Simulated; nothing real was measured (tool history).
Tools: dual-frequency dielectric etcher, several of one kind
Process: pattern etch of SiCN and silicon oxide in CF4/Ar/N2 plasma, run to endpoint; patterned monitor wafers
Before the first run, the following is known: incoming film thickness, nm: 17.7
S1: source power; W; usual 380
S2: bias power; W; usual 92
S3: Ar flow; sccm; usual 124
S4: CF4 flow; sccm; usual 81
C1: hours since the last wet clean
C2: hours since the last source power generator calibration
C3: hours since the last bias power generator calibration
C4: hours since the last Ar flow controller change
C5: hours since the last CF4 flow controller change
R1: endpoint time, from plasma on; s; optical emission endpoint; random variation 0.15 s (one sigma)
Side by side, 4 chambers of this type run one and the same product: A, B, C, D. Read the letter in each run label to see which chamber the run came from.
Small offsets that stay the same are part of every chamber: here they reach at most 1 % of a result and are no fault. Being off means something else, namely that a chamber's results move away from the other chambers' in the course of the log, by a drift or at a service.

run	hour	S1	S2	S3	S4	C1	C2	C3	C4	C5	R1
# hour 9.1: chamber B: CF4 flow controller replaced
1D	10.3	380	92	124	81	171.0	157.8	79.4	1341.2	1231.4	21.804
2B	19.5	380	92	124	81	105.3	3760.9	2478.9	2831.6	10.4	22.024
3C	24.7	380	92	124	81	371.6	1675.3	1608.9	3620.0	1877.3	22.173
4A	34.2	380	92	124	81	613.4	1444.1	3380.4	2342.7	268.0	21.515
# hour 35.9: chamber A: wet clean of the chamber
5B	43.1	380	92	124	81	128.9	3784.5	2502.5	2855.2	34.0	22.113
6C	51.7	380	92	124	81	398.6	1702.3	1635.9	3647.0	1904.3	22.656
7A	58.9	380	92	124	81	23.0	1468.8	3405.1	2367.4	292.7	22.019
8D	64.7	380	92	124	81	225.4	212.2	133.8	1395.6	1285.8	21.978
9B	71.3	350	109	124	81	157.1	3812.7	2530.7	2883.4	62.2	22.236
10D	78.7	350	109	124	81	239.4	226.2	147.8	1409.6	1299.8	22.299
11C	87.8	350	109	124	81	434.7	1738.4	1672.0	3683.1	1940.4	22.388
12A	97.1	350	109	124	81	61.2	1507.0	3443.3	2405.6	330.9	21.802
# hour 97.5: chamber B: source power generator calibrated
13C	107.2	380	92	124	81	454.1	1757.8	1691.4	3702.5	1959.8	22.270
# hour 113.8: chamber A: bias power generator calibrated
14A	113.8	380	92	124	71	77.9	1523.7	0.0	2422.3	347.6	22.418
15D	118.9	380	92	124	71	279.6	266.4	188.0	1449.8	1340.0	22.590
16B	129.1	380	92	124	71	214.9	31.7	2588.5	2941.2	120.0	22.907
17A	135.2	380	92	124	71	99.3	1545.1	21.4	2443.7	369.0	22.221
18B	142.7	380	92	124	81	228.5	45.3	2602.1	2954.8	133.6	22.570
19C	152.0	380	92	124	81	498.9	1802.6	1736.2	3747.3	2004.6	22.215
20D	158.2	380	92	124	81	318.9	305.7	227.3	1489.1	1379.3	22.292
21A	166.2	380	92	124	81	130.3	1576.1	52.4	2474.7	400.0	21.869
22D	171.9	380	92	124	81	332.6	319.4	241.0	1502.8	1393.0	21.986
23B	180.0	380	92	124	81	265.8	82.6	2639.4	2992.1	170.9	22.578
24C	185.0	380	92	124	65	531.9	1835.6	1769.2	3780.3	2037.6	23.203
25C	192.0	380	92	124	65	538.9	1842.6	1776.2	3787.3	2044.6	22.666
26B	201.6	380	92	124	65	287.4	104.2	2661.0	3013.7	192.5	23.271
27D	209.4	380	92	124	65	370.1	356.9	278.5	1540.3	1430.5	22.769
28A	218.9	380	92	124	81	183.0	1628.8	105.1	2527.4	452.7	21.683
29C	227.9	380	92	124	81	574.8	1878.5	1812.1	3823.2	2080.5	22.088
30B	238.4	380	92	124	81	324.2	141.0	2697.8	3050.5	229.3	22.536
31A	246.8	380	92	124	81	210.9	1656.7	133.0	2555.3	480.6	21.901
32D	255.3	380	92	124	81	416.0	402.8	324.4	1586.2	1476.4	21.996
# hour 260.9: chamber C: wet clean of the chamber
33C	264.7	380	92	124	81	3.9	1915.3	1848.9	3860.0	2117.3	22.103
34D	271.6	380	92	124	81	432.3	419.1	340.7	1602.5	1492.7	22.327
35A	281.5	380	92	124	81	245.6	1691.4	167.7	2590.0	515.3	21.844
36B	288.5	380	92	124	81	374.3	191.1	2747.9	3100.6	279.4	22.695
# hour 295.7: chamber D: wet clean of the chamber
37B	298.3	380	92	124	81	384.1	200.9	2757.7	3110.4	289.2	22.561
38C	306.9	380	92	124	81	46.1	1957.5	1891.1	3902.2	2159.5	22.405
39A	313.8	380	92	124	72	277.9	1723.7	200.0	2622.3	547.6	22.071
40D	319.8	380	92	124	72	24.2	467.3	388.9	1650.7	1540.9	22.664

All 4 chambers run these settings next. Forecast each chamber's results:
41A	327.7	420	92	124	81						?
41B	327.7	420	92	124	81						?
41C	327.7	420	92	124	81						?
41D	327.7	420	92	124	81						?

run	R1
41A	19.889
41B	20.739
41C	20.231
41D	20.328
